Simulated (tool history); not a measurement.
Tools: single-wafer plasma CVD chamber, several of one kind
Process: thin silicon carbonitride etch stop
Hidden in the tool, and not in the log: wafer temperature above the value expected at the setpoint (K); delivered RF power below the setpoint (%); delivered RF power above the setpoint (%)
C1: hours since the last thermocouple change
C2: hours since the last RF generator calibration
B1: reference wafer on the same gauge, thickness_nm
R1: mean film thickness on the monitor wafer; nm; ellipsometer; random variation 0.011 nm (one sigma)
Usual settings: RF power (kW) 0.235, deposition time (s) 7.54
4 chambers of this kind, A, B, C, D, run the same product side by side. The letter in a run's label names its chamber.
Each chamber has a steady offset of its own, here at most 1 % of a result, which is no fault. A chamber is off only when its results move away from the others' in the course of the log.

{"run": "1A", "day": 0.092, "RF power (kW)": 0.235, "deposition time (s)": 7.54, "C1": 542.5, "C2": 469.9, "B1": 4.9994, "R1": 4.49}
{"run": "2B", "day": 0.275, "RF power (kW)": 0.235, "deposition time (s)": 7.54, "C1": 47.5, "C2": 441.3, "B1": 5.0009, "R1": 4.5181}
{"run": "3D", "day": 0.417, "RF power (kW)": 0.235, "deposition time (s)": 7.54, "C1": 1388.6, "C2": 787.5, "B1": 5.0035, "R1": 4.5398}
{"run": "4C", "day": 0.592, "RF power (kW)": 0.235, "deposition time (s)": 7.54, "C1": 1455.1, "C2": 522.5, "B1": 4.9998, "R1": 4.5237}
{"run": "5A", "day": 0.725, "RF power (kW)": 0.235, "deposition time (s)": 7.54, "C1": 557.7, "C2": 485.1, "B1": 4.9992, "R1": 4.4953}
{"run": "6D", "day": 0.829, "RF power (kW)": 0.235, "deposition time (s)": 7.54, "C1": 1398.5, "C2": 797.4, "B1": 4.9997, "R1": 4.5342}
{"run": "7C", "day": 0.996, "RF power (kW)": 0.235, "deposition time (s)": 7.54, "C1": 1464.8, "C2": 532.2, "B1": 4.9977, "R1": 4.54}
{"run": "8B", "day": 1.175, "RF power (kW)": 0.235, "deposition time (s)": 7.54, "C1": 69.1, "C2": 462.9, "B1": 5.0012, "R1": 4.4848}
{"run": "9A", "day": 1.312, "RF power (kW)": 0.235, "deposition time (s)": 7.54, "C1": 571.8, "C2": 499.2, "B1": 5.0008, "R1": 4.5056}
{"run": "10B", "day": 1.446, "RF power (kW)": 0.235, "deposition time (s)": 7.54, "C1": 75.6, "C2": 469.4, "B1": 5.0009, "R1": 4.5091}
{"run": "11C", "day": 1.608, "RF power (kW)": 0.235, "deposition time (s)": 7.54, "C1": 1479.5, "C2": 546.9, "B1": 5.0008, "R1": 4.5083}
{"run": "12D", "day": 1.738, "RF power (kW)": 0.235, "deposition time (s)": 7.54, "C1": 1420.3, "C2": 819.2, "B1": 4.9991, "R1": 4.5515}
{"run": "13A", "day": 1.833, "RF power (kW)": 0.235, "deposition time (s)": 7.54, "C1": 584.3, "C2": 511.7, "B1": 5.002, "R1": 4.5274}
{"run": "14B", "day": 1.992, "RF power (kW)": 0.21, "deposition time (s)": 7.54, "C1": 88.7, "C2": 482.5, "B1": 5.0013, "R1": 4.3569}
{"run": "15D", "day": 2.088, "RF power (kW)": 0.21, "deposition time (s)": 7.54, "C1": 1428.7, "C2": 827.6, "B1": 5.0042, "R1": 4.4127}
{"run": "16C", "day": 2.196, "RF power (kW)": 0.21, "deposition time (s)": 7.54, "C1": 1493.6, "C2": 561, "B1": 5.0054, "R1": 4.341}
{"run": "17D", "day": 2.304, "RF power (kW)": 0.21, "deposition time (s)": 7.54, "C1": 1433.9, "C2": 832.8, "B1": 4.9967, "R1": 4.398}
{"run": "18C", "day": 2.483, "RF power (kW)": 0.235, "deposition time (s)": 7.01, "C1": 1500.5, "C2": 567.9, "B1": 5.0036, "R1": 4.1757}
{"run": "19A", "day": 2.583, "RF power (kW)": 0.235, "deposition time (s)": 7.01, "C1": 602.3, "C2": 529.7, "B1": 5.0014, "R1": 4.1899}
{"run": "20B", "day": 2.667, "RF power (kW)": 0.235, "deposition time (s)": 7.01, "C1": 104.9, "C2": 498.7, "B1": 4.9977, "R1": 4.1879}
{"run": "21C", "day": 2.846, "RF power (kW)": 0.235, "deposition time (s)": 7.01, "C1": 1509.2, "C2": 576.6, "B1": 4.9989, "R1": 4.1675}
{"run": "22B", "day": 2.971, "RF power (kW)": 0.235, "deposition time (s)": 7.54, "C1": 112.2, "C2": 506, "B1": 4.9968, "R1": 4.5041}
{"run": "23A", "day": 3.129, "RF power (kW)": 0.275, "deposition time (s)": 8.28, "C1": 615.4, "C2": 542.8, "B1": 5, "R1": 5.1843}
{"run": "24D", "day": 3.242, "RF power (kW)": 0.275, "deposition time (s)": 8.28, "C1": 1456.4, "C2": 855.3, "B1": 4.9992, "R1": 5.242}
{"run": "25C", "day": 3.354, "RF power (kW)": 0.275, "deposition time (s)": 8.28, "C1": 1521.4, "C2": 588.8, "B1": 5.0006, "R1": 5.1393}
{"run": "26A", "day": 3.442, "RF power (kW)": 0.275, "deposition time (s)": 8.28, "C1": 622.9, "C2": 550.3, "B1": 5.0014, "R1": 5.1853}
{"run": "27B", "day": 3.583, "RF power (kW)": 0.235, "deposition time (s)": 7.54, "C1": 126.9, "C2": 520.7, "B1": 5.0019, "R1": 4.5074}
{"run": "28D", "day": 3.712, "RF power (kW)": 0.235, "deposition time (s)": 7.54, "C1": 1467.7, "C2": 866.6, "B1": 5.0001, "R1": 4.5303}
{"run": "29A", "day": 3.879, "RF power (kW)": 0.235, "deposition time (s)": 7.54, "C1": 633.4, "C2": 560.8, "B1": 5.0003, "R1": 4.49}
{"run": "30D", "day": 3.983, "RF power (kW)": 0.235, "deposition time (s)": 7.54, "C1": 1474.2, "C2": 873.1, "B1": 5.0024, "R1": 4.5479}
{"run": "31B", "day": 4.075, "RF power (kW)": 0.235, "deposition time (s)": 7.54, "C1": 138.7, "C2": 532.5, "B1": 5.0009, "R1": 4.494}
{"run": "32C", "day": 4.208, "RF power (kW)": 0.235, "deposition time (s)": 7.54, "C1": 1541.9, "C2": 609.3, "B1": 4.9982, "R1": 4.4361}
{"run": "33D", "day": 4.325, "RF power (kW)": 0.235, "deposition time (s)": 7.54, "C1": 1482.4, "C2": 881.3, "B1": 5.0011, "R1": 4.565}
{"run": "34B", "day": 4.496, "RF power (kW)": 0.235, "deposition time (s)": 7.54, "C1": 148.8, "C2": 542.6, "B1": 5.0011, "R1": 4.5172}
{"run": "35C", "day": 4.588, "RF power (kW)": 0.235, "deposition time (s)": 7.54, "C1": 1551, "C2": 618.4, "B1": 4.9983, "R1": 4.4468}
{"run": "36A", "day": 4.708, "RF power (kW)": 0.235, "deposition time (s)": 8.72, "C1": 653.3, "C2": 580.7, "B1": 4.9982, "R1": 5.2233}
{"run": "37D", "day": 4.829, "RF power (kW)": 0.235, "deposition time (s)": 8.72, "C1": 1494.5, "C2": 893.4, "B1": 5.0033, "R1": 5.2751}
{"run": "38B", "day": 4.992, "RF power (kW)": 0.235, "deposition time (s)": 8.72, "C1": 160.7, "C2": 554.5, "B1": 4.9996, "R1": 5.2432}
{"run": "39A", "day": 5.075, "RF power (kW)": 0.235, "deposition time (s)": 8.72, "C1": 662.1, "C2": 589.5, "B1": 4.9977, "R1": 5.1945}
{"run": "40C", "day": 5.179, "RF power (kW)": 0.235, "deposition time (s)": 7.54, "C1": 1565.2, "C2": 632.6, "B1": 5.0026, "R1": 4.43}
{"run": "41D", "day": 5.358, "RF power (kW)": 0.235, "deposition time (s)": 7.54, "C1": 1507.2, "C2": 906.1, "B1": 5.0016, "R1": 4.5543}
{"run": "42C", "day": 5.475, "RF power (kW)": 0.235, "deposition time (s)": 7.54, "C1": 1572.3, "C2": 639.7, "B1": 4.9998, "R1": 4.4199}
{"run": "43A", "day": 5.617, "RF power (kW)": 0.235, "deposition time (s)": 7.54, "C1": 675.1, "C2": 602.5, "B1": 4.9988, "R1": 4.4997}
{"run": "44B", "day": 5.758, "RF power (kW)": 0.235, "deposition time (s)": 7.54, "C1": 179.1, "C2": 572.9, "B1": 5.0015, "R1": 4.5029}

Next, every chamber runs the same settings. What will each give?
{"run": "45A", "day": 5.892, "RF power (kW)": 0.235, "deposition time (s)": 9.01, "R1": "?"}
{"run": "45B", "day": 5.892, "RF power (kW)": 0.235, "deposition time (s)": 9.01, "R1": "?"}
{"run": "45C", "day": 5.892, "RF power (kW)": 0.235, "deposition time (s)": 9.01, "R1": "?"}
{"run": "45D", "day": 5.892, "RF power (kW)": 0.235, "deposition time (s)": 9.01, "R1": "?"}

run=45A R1=5.4073
run=45B R1=5.3716
run=45C R1=5.2649
run=45D R1=5.439

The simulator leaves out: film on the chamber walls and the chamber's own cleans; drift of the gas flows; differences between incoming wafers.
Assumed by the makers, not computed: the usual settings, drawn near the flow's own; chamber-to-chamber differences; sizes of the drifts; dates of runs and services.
